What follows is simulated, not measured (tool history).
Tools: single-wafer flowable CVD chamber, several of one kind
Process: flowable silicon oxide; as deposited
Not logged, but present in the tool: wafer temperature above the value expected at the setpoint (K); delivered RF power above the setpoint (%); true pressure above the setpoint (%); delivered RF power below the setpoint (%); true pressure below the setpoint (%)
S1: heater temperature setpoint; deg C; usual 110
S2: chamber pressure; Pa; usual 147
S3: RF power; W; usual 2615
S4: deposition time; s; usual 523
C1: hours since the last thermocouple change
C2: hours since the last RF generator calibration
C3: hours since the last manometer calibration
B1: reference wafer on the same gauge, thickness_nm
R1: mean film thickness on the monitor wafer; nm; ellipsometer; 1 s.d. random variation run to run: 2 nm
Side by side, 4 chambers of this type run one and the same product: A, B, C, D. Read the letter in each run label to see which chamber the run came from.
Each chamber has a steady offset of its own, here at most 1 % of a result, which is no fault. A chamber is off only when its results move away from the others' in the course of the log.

Run 1D, hour 14.5: usual settings; C1 1037.2; C2 520.3; C3 922; B1 280.79. Result: R1 351.4 nm.
Run 2A, hour 22.8: usual settings; C1 582; C2 387.4; C3 208.7; B1 280.87. Result: R1 349.06 nm.
Run 3C, hour 38.8: usual settings; C1 1548; C2 682.6; C3 414.7; B1 281.18. Result: R1 350.55 nm.
Run 4B, hour 49.1: usual settings; C1 743.1; C2 2119.3; C3 1048.4; B1 280.88. Result: R1 351.33 nm.
Run 5A, hour 63.3: usual settings; C1 622.5; C2 427.9; C3 249.2; B1 280.75. Result: R1 354.1 nm.
Run 6B, hour 71.3: usual settings but S3 2955 W, S4 455 s; C1 765.3; C2 2141.5; C3 1070.6; B1 280.54. Result: R1 304.27 nm.
Run 7C, hour 81.1: usual settings but S3 2955 W, S4 455 s; C1 1590.3; C2 724.9; C3 457; B1 280.88. Result: R1 307.46 nm.
Run 8D, hour 95.1: usual settings but S3 2955 W, S4 455 s; C1 1117.8; C2 600.9; C3 1002.6; B1 281.29. Result: R1 308.92 nm.
Run 9C, hour 108.2: usual settings but S3 2955 W, S4 455 s; C1 1617.4; C2 752; C3 484.1; B1 281.07. Result: R1 304.39 nm.
Run 10A, hour 115.3: usual settings; C1 674.5; C2 479.9; C3 301.2; B1 281.04. Result: R1 355.36 nm.
Run 11B, hour 127.6: usual settings; C1 821.6; C2 2197.8; C3 1126.9; B1 280.8. Result: R1 343.22 nm.
Run 12D, hour 136.4: usual settings; C1 1159.1; C2 642.2; C3 1043.9; B1 281.27. Result: R1 352.74 nm.
Run 13A, hour 152.3: usual settings; C1 711.5; C2 516.9; C3 338.2; B1 281.06. Result: R1 353.28 nm.
Run 14D, hour 167.1: usual settings; C1 1189.8; C2 672.9; C3 1074.6; B1 281.19. Result: R1 348.46 nm.
Run 15C, hour 177.8: usual settings; C1 1687; C2 821.6; C3 553.7; B1 281.28. Result: R1 348.41 nm.
Run 16B, hour 187.4: usual settings; C1 881.4; C2 2257.6; C3 1186.7; B1 281.09. Result: R1 338.81 nm.
Run 17B, hour 197: usual settings but S2 167 Pa, S4 623 s; C1 891; C2 2267.2; C3 1196.3; B1 281.09. Result: R1 462.77 nm.
Run 18A, hour 206.9: usual settings but S2 167 Pa, S4 623 s; C1 766.1; C2 571.5; C3 392.8; B1 280.96. Result: R1 488.05 nm.
Run 19C, hour 218.6: usual settings but S2 167 Pa, S4 623 s; C1 1727.8; C2 862.4; C3 594.5; B1 280.79. Result: R1 480.04 nm.
Run 20D, hour 229.2: usual settings but S2 167 Pa, S4 623 s; C1 1251.9; C2 735; C3 1136.7; B1 281.12. Result: R1 482.46 nm.
Run 21A, hour 238.8: usual settings; C1 798; C2 603.4; C3 424.7; B1 280.54. Result: R1 354.56 nm.
Run 22D, hour 254: usual settings; C1 1276.7; C2 759.8; C3 1161.5; B1 280.88. Result: R1 353.03 nm.
Run 23B, hour 267.1: usual settings but S4 492 s; C1 961.1; C2 2337.3; C3 1266.4; B1 281.29. Result: R1 313.87 nm.
Run 24C, hour 275.2: usual settings but S4 492 s; C1 1784.4; C2 919; C3 651.1; B1 280.7. Result: R1 329.54 nm.
Run 25A, hour 285.9: usual settings but S4 492 s; C1 845.1; C2 650.5; C3 471.8; B1 280.78. Result: R1 334.09 nm.
At hour 287.6: chamber C: thermocouple changed; heater temperature recalibrated.
Run 26D, hour 297.9: usual settings but S4 492 s; C1 1320.6; C2 803.7; C3 1205.4; B1 280.6. Result: R1 330.77 nm.
Run 27B, hour 308.3: usual settings; C1 1002.3; C2 2378.5; C3 1307.6; B1 281.09. Result: R1 329.08 nm.
Run 28C, hour 324.6: usual settings but S4 595 s; C1 37.1; C2 968.4; C3 700.5; B1 280.85. Result: R1 396.38 nm.
Run 29B, hour 339.4: usual settings but S4 595 s; C1 1033.4; C2 2409.6; C3 1338.7; B1 280.95. Result: R1 373.33 nm.
Run 30A, hour 352.9: usual settings but S4 595 s; C1 912.1; C2 717.5; C3 538.8; B1 281.12. Result: R1 400.6 nm.
Run 31D, hour 361.6: usual settings but S4 595 s; C1 1384.3; C2 867.4; C3 1269.1; B1 280.8. Result: R1 401.09 nm.

The same settings go to every chamber for the next run, one line per chamber below. Forecast the results for each:
Run 32A, hour 373.3: usual settings but S4 434 s. Result: R1 ?.
Run 32B, hour 373.3: usual settings but S4 434 s. Result: R1 ?.
Run 32C, hour 373.3: usual settings but S4 434 s. Result: R1 ?.
Run 32D, hour 373.3: usual settings but S4 434 s. Result: R1 ?.

run      R1
32A  295.27
32B  267.52
32C  287.65
32D  291.66

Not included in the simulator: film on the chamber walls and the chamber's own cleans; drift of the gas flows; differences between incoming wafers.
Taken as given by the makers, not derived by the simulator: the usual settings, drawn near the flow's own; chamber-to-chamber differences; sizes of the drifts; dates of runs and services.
